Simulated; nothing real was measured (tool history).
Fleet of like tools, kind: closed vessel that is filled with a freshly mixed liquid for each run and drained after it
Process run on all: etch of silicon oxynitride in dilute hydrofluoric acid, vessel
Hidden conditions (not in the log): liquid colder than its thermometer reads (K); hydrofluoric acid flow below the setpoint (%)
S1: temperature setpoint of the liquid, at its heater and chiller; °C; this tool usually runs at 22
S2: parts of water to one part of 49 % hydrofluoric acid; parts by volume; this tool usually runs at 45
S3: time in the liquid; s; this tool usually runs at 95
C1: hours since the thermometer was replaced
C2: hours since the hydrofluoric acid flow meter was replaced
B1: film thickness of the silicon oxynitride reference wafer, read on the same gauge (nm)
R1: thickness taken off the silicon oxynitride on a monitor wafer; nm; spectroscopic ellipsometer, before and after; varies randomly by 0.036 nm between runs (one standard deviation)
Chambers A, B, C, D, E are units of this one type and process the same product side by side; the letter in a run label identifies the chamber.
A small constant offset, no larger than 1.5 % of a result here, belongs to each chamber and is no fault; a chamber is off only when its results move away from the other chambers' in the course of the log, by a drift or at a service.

{"run": "1E", "hour": 3.8, "S1": 22, "S2": 45, "S3": 95, "C1": 1339.6, "C2": 491.4, "B1": 49.998, "R1": 4.5816}
{"run": "2C", "hour": 6.7, "S1": 22, "S2": 45, "S3": 95, "C1": 144.3, "C2": 864.1, "B1": 50.025, "R1": 4.6388}
{"run": "3D", "hour": 12.8, "S1": 22, "S2": 45, "S3": 95, "C1": 1764, "C2": 769.7, "B1": 50.011, "R1": 4.5582}
{"run": "4B", "hour": 19.1, "S1": 22, "S2": 45, "S3": 95, "C1": 397.3, "C2": 2449.2, "B1": 50, "R1": 4.5876}
{"run": "5A", "hour": 23.6, "S1": 22, "S2": 30, "S3": 50, "C1": 1595.6, "C2": 1395.7, "B1": 49.99, "R1": 3.6757}
{"run": "6A", "hour": 29.3, "S1": 22, "S2": 30, "S3": 50, "C1": 1601.3, "C2": 1401.4, "B1": 49.999, "R1": 3.7449}
{"run": "7E", "hour": 35.5, "S1": 22, "S2": 30, "S3": 50, "C1": 1371.3, "C2": 523.1, "B1": 49.996, "R1": 3.6728}
{"run": "8B", "hour": 41.1, "S1": 22, "S2": 30, "S3": 50, "C1": 419.3, "C2": 2471.2, "B1": 50.012, "R1": 3.696}
{"run": "9C", "hour": 47.0, "S1": 22, "S2": 30, "S3": 50, "C1": 184.6, "C2": 904.4, "B1": 50.029, "R1": 3.6808}
{"run": "10D", "hour": 52.8, "S1": 22, "S2": 45, "S3": 95, "C1": 1804, "C2": 809.7, "B1": 50.005, "R1": 4.5821}
{"run": "11C", "hour": 56.0, "S1": 22, "S2": 45, "S3": 95, "C1": 193.6, "C2": 913.4, "B1": 49.984, "R1": 4.6375}
{"run": "12E", "hour": 59.6, "S1": 22, "S2": 45, "S3": 95, "C1": 1395.4, "C2": 547.2, "B1": 50.018, "R1": 4.5173}
{"run": "13B", "hour": 63.1, "S1": 22, "S2": 45, "S3": 95, "C1": 441.3, "C2": 2493.2, "B1": 49.961, "R1": 4.6177}
{"run": "14D", "hour": 68.5, "S1": 22, "S2": 45, "S3": 95, "C1": 1819.7, "C2": 825.4, "B1": 49.946, "R1": 4.6092}
{"run": "15A", "hour": 74.4, "S1": 22, "S2": 45, "S3": 95, "C1": 1646.4, "C2": 1446.5, "B1": 50.028, "R1": 4.5961}
{"run": "16C", "hour": 79.4, "S1": 22, "S2": 45, "S3": 95, "C1": 217, "C2": 936.8, "B1": 49.982, "R1": 4.629}
{"run": "17E", "hour": 83.0, "S1": 20, "S2": 30, "S3": 95, "C1": 1418.8, "C2": 570.6, "B1": 49.972, "R1": 6.1259}
{"run": "18D", "hour": 86.4, "S1": 20, "S2": 30, "S3": 95, "C1": 1837.6, "C2": 843.3, "B1": 49.976, "R1": 6.2705}
{"run": "19A", "hour": 89.5, "S1": 20, "S2": 30, "S3": 95, "C1": 1661.5, "C2": 1461.6, "B1": 49.993, "R1": 6.4005}
{"run": "20B", "hour": 92.5, "S1": 20, "S2": 30, "S3": 95, "C1": 470.7, "C2": 2522.6, "B1": 50.017, "R1": 6.2949}
{"run": "21E", "hour": 96.8, "S1": 20, "S2": 30, "S3": 95, "C1": 1432.6, "C2": 584.4, "B1": 49.964, "R1": 6.0631}
{"run": "22B", "hour": 101.6, "S1": 22, "S2": 45, "S3": 95, "C1": 479.8, "C2": 2531.7, "B1": 50.009, "R1": 4.6509}
{"run": "23C", "hour": 107.5, "S1": 22, "S2": 45, "S3": 95, "C1": 245.1, "C2": 964.9, "B1": 49.98, "R1": 4.6202}
{"run": "24A", "hour": 113.6, "S1": 22, "S2": 45, "S3": 95, "C1": 1685.6, "C2": 1485.7, "B1": 49.987, "R1": 4.6346}
{"run": "25D", "hour": 119.1, "S1": 22, "S2": 45, "S3": 95, "C1": 1870.3, "C2": 876, "B1": 49.994, "R1": 4.6162}
{"hour": 120.3, "done": "chamber B: thermometer replaced"}
{"run": "26C", "hour": 125.4, "S1": 22, "S2": 45, "S3": 95, "C1": 263, "C2": 982.8, "B1": 49.991, "R1": 4.6364}
{"run": "27A", "hour": 129.2, "S1": 22, "S2": 45, "S3": 95, "C1": 1701.2, "C2": 1501.3, "B1": 49.995, "R1": 4.5802}
{"run": "28D", "hour": 133.4, "S1": 24.5, "S2": 55, "S3": 95, "C1": 1884.6, "C2": 890.3, "B1": 49.977, "R1": 4.2099}
{"hour": 135.7, "done": "chamber A: hydrofluoric acid flow meter replaced"}
{"run": "29B", "hour": 140.0, "S1": 24.5, "S2": 55, "S3": 95, "C1": 19.7, "C2": 2570.1, "B1": 49.988, "R1": 4.212}
{"run": "30E", "hour": 146.2, "S1": 24.5, "S2": 55, "S3": 95, "C1": 1482, "C2": 633.8, "B1": 50.031, "R1": 3.947}
{"run": "31B", "hour": 150.4, "S1": 24.5, "S2": 55, "S3": 95, "C1": 30.1, "C2": 2580.5, "B1": 49.956, "R1": 4.2619}
{"run": "32E", "hour": 154.5, "S1": 24.5, "S2": 55, "S3": 95, "C1": 1490.3, "C2": 642.1, "B1": 49.985, "R1": 3.9385}
{"run": "33D", "hour": 157.4, "S1": 22, "S2": 45, "S3": 95, "C1": 1908.6, "C2": 914.3, "B1": 49.99, "R1": 4.5849}
{"run": "34A", "hour": 162.9, "S1": 22, "S2": 45, "S3": 95, "C1": 1734.9, "C2": 27.2, "B1": 49.982, "R1": 4.6152}
{"run": "35C", "hour": 168.4, "S1": 22, "S2": 45, "S3": 95, "C1": 306, "C2": 1025.8, "B1": 49.998, "R1": 4.5807}
{"run": "36D", "hour": 173.9, "S1": 22, "S2": 45, "S3": 95, "C1": 1925.1, "C2": 930.8, "B1": 49.979, "R1": 4.5561}

Is one chamber off against the others, does the gauge drift, or is nothing wrong? If a chamber is off, say which, and what the likeliest cause is.

It is chamber E that slowly wanders off from its peers.
What lies behind it: hydrofluoric acid flow below the setpoint (%) = 8.93.
From this log alone, it may not be told apart from: liquid colder than its thermometer reads (K).

Chamber E could run next with any of the 4 candidate recipes listed below; each alters the usual settings, and their results appear as question marks. Which one brings its results back in line with what the other chambers deliver on the usual settings?
Maximum distance from the other chambers' mean on the usual settings for a result to count as in line: R1 0.13 nm
{"run": "37E-1", "hour": 178.7, "S1": 22, "S2": 45, "S3": 85, "R1": "?"}
{"run": "37E-2", "hour": 178.7, "S1": 19, "S2": 45, "S3": 95, "R1": "?"}
{"run": "37E-3", "hour": 178.7, "S1": 24, "S2": 45, "S3": 95, "R1": "?"}
{"run": "37E-4", "hour": 178.7, "S1": 22, "S2": 45, "S3": 110, "R1": "?"}

The other chambers' mean on the usual settings: R1 4.6183 nm
run=37E-1 R1=3.7256
run=37E-2 R1=3.5912
run=37E-3 R1=4.5878
run=37E-4 R1=4.8213
The answer is 37E-3, which returns the chamber to within the allowed miss of the others.

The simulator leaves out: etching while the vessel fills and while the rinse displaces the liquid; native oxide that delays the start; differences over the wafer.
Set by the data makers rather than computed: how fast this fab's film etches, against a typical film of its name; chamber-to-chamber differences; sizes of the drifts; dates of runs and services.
